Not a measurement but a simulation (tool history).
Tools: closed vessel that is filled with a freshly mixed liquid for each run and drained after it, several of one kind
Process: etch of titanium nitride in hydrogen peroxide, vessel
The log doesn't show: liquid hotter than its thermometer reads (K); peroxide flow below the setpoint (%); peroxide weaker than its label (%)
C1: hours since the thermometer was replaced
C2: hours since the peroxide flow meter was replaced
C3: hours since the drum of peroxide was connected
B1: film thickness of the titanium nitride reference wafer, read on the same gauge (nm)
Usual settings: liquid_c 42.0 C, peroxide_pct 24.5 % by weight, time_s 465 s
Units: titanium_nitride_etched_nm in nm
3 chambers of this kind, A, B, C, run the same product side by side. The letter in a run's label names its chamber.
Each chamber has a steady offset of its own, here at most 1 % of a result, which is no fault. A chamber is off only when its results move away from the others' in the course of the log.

Run 1C, day 0.171: usual settings; C1 1504.4; C2 1022.1; C3 82.1; B1 30.011. Result: titanium_nitride_etched_nm 11.7010 nm.
Run 2B, day 0.525: usual settings; C1 1968.4; C2 886.1; C3 1042.5; B1 30.014. Result: titanium_nitride_etched_nm 11.5350 nm.
Run 3A, day 0.817: usual settings; C1 259.3; C2 54.9; C3 428.9; B1 29.988. Result: titanium_nitride_etched_nm 11.5960 nm.
Run 4A, day 0.983: usual settings; C1 263.3; C2 58.9; C3 432.9; B1 30.027. Result: titanium_nitride_etched_nm 11.7180 nm.
Run 5C, day 1.292: usual settings; C1 1531.3; C2 1049.0; C3 109.0; B1 29.988. Result: titanium_nitride_etched_nm 11.7590 nm.
Run 6B, day 1.571: usual settings but liquid_c 50.5 C, peroxide_pct 30.0 % by weight; C1 1993.5; C2 911.2; C3 1067.6; B1 29.981. Result: titanium_nitride_etched_nm 22.3700 nm.
Run 7C, day 1.925: usual settings but liquid_c 50.5 C, peroxide_pct 30.0 % by weight; C1 1546.5; C2 1064.2; C3 124.2; B1 29.989. Result: titanium_nitride_etched_nm 23.2600 nm.
Run 8A, day 2.096: usual settings but liquid_c 50.5 C, peroxide_pct 30.0 % by weight; C1 290.0; C2 85.6; C3 459.6; B1 30.001. Result: titanium_nitride_etched_nm 22.6330 nm.
Run 9B, day 2.350: usual settings; C1 2012.2; C2 929.9; C3 1086.3; B1 30.024. Result: titanium_nitride_etched_nm 11.3640 nm.
Run 10C, day 2.692: usual settings; C1 1564.9; C2 1082.6; C3 142.6; B1 30.003. Result: titanium_nitride_etched_nm 11.6310 nm.
Run 11A, day 2.962: usual settings; C1 310.8; C2 106.4; C3 480.4; B1 29.952. Result: titanium_nitride_etched_nm 11.5740 nm.
Run 12B, day 3.200: usual settings; C1 2032.6; C2 950.3; C3 1106.7; B1 30.003. Result: titanium_nitride_etched_nm 11.4130 nm.
Run 13B, day 3.488: usual settings; C1 2039.5; C2 957.2; C3 1113.6; B1 29.999. Result: titanium_nitride_etched_nm 11.3720 nm.
Run 14C, day 3.758: usual settings; C1 1590.5; C2 1108.2; C3 168.2; B1 30.013. Result: titanium_nitride_etched_nm 11.7550 nm.
Run 15A, day 4.067: usual settings; C1 337.3; C2 132.9; C3 506.9; B1 29.990. Result: titanium_nitride_etched_nm 11.6110 nm.
Run 16B, day 4.329: usual settings; C1 2059.7; C2 977.4; C3 1133.8; B1 29.991. Result: titanium_nitride_etched_nm 11.4630 nm.
Run 17A, day 4.608: usual settings but peroxide_pct 22.0 % by weight; C1 350.3; C2 145.9; C3 519.9; B1 30.009. Result: titanium_nitride_etched_nm 11.6080 nm.
Run 18C, day 4.883: usual settings but peroxide_pct 22.0 % by weight; C1 1617.5; C2 1135.2; C3 195.2; B1 30.005. Result: titanium_nitride_etched_nm 11.2540 nm.
Run 19A, day 5.196: usual settings but peroxide_pct 22.0 % by weight; C1 364.4; C2 160.0; C3 534.0; B1 29.986. Result: titanium_nitride_etched_nm 11.4660 nm.
Run 20C, day 5.450: usual settings but liquid_c 46.0 C, time_s 220 s; C1 1631.1; C2 1148.8; C3 208.8; B1 29.988. Result: titanium_nitride_etched_nm 7.4970 nm.
Run 21B, day 5.683: usual settings but liquid_c 46.0 C, time_s 220 s; C1 2092.2; C2 1009.9; C3 1166.3; B1 29.984. Result: titanium_nitride_etched_nm 7.3399 nm.
Run 22A, day 5.838: usual settings but liquid_c 46.0 C, time_s 220 s; C1 379.8; C2 175.4; C3 549.4; B1 30.042. Result: titanium_nitride_etched_nm 7.4843 nm.
Run 23C, day 6.004: usual settings; C1 1644.4; C2 1162.1; C3 222.1; B1 30.001. Result: titanium_nitride_etched_nm 11.6150 nm.
Run 24B, day 6.329: usual settings but liquid_c 49.5 C, peroxide_pct 19.5 % by weight; C1 2107.7; C2 1025.4; C3 1181.8; B1 29.987. Result: titanium_nitride_etched_nm 19.1340 nm.
Run 25B, day 6.533: usual settings but liquid_c 49.5 C, peroxide_pct 19.5 % by weight; C1 2112.6; C2 1030.3; C3 1186.7; B1 29.993. Result: titanium_nitride_etched_nm 19.1750 nm.
Run 26A, day 6.892: usual settings but liquid_c 49.5 C, peroxide_pct 19.5 % by weight; C1 405.1; C2 200.7; C3 574.7; B1 29.977. Result: titanium_nitride_etched_nm 19.9020 nm.
Run 27C, day 7.050: usual settings; C1 1669.5; C2 1187.2; C3 247.2; B1 29.995. Result: titanium_nitride_etched_nm 11.7340 nm.
Run 28B, day 7.400: usual settings; C1 2133.4; C2 1051.1; C3 1207.5; B1 29.996. Result: titanium_nitride_etched_nm 11.4720 nm.
Run 29A, day 7.608: usual settings; C1 422.3; C2 217.9; C3 591.9; B1 29.995. Result: titanium_nitride_etched_nm 11.9140 nm.
Run 30C, day 7.925: usual settings; C1 1690.5; C2 1208.2; C3 268.2; B1 29.981. Result: titanium_nitride_etched_nm 11.6240 nm.
Run 31B, day 8.142: usual settings but peroxide_pct 28.0 % by weight, time_s 620 s; C1 2151.2; C2 1068.9; C3 1225.3; B1 29.982. Result: titanium_nitride_etched_nm 15.6240 nm.
Run 32A, day 8.412: usual settings but peroxide_pct 28.0 % by weight, time_s 620 s; C1 441.6; C2 237.2; C3 611.2; B1 29.995. Result: titanium_nitride_etched_nm 16.4980 nm.
Run 33C, day 8.633: usual settings but peroxide_pct 28.0 % by weight, time_s 620 s; C1 1707.5; C2 1225.2; C3 285.2; B1 30.002. Result: titanium_nitride_etched_nm 16.0290 nm.
Run 34A, day 8.896: usual settings; C1 453.2; C2 248.8; C3 622.8; B1 29.975. Result: titanium_nitride_etched_nm 12.0720 nm.
Run 35C, day 9.083: usual settings; C1 1718.3; C2 1236.0; C3 296.0; B1 29.992. Result: titanium_nitride_etched_nm 11.6330 nm.
Run 36B, day 9.304: usual settings; C1 2179.1; C2 1096.8; C3 1253.2; B1 29.998. Result: titanium_nitride_etched_nm 11.4350 nm.

What goes on in this fleet: one chamber off, a drifting gauge, or nothing beyond the chambers' own small offsets? Name the chamber and the cause, if any.

Chamber A drifts away from the others.
Cause: liquid hotter than its thermometer reads (K) = 0.506.

Here are 4 candidates for chamber A's next run, each the usual settings with a change, their results left as question marks. Which one brings its results back in line with what the others give on the usual settings?
In line means no further than this from the other chambers' mean on the usual settings: titanium_nitride_etched_nm 0.2800 nm
Run 37A-1, day 9.562: usual settings but time_s 425 s. Result: titanium_nitride_etched_nm ?.
Run 37A-2, day 9.562: usual settings but liquid_c 41.5 C, time_s 460 s. Result: titanium_nitride_etched_nm ?.
Run 37A-3, day 9.562: usual settings but liquid_c 42.5 C. Result: titanium_nitride_etched_nm ?.
Run 37A-4, day 9.562: usual settings but time_s 505 s. Result: titanium_nitride_etched_nm ?.

The other chambers' mean on the usual settings: titanium_nitride_etched_nm 11.5290 nm
  run  titanium_nitride_etched_nm
37A-1                     10.9960
37A-2                     11.4590
37A-3                     12.4940
37A-4                     13.0660
37A-2 brings the chamber back in line.
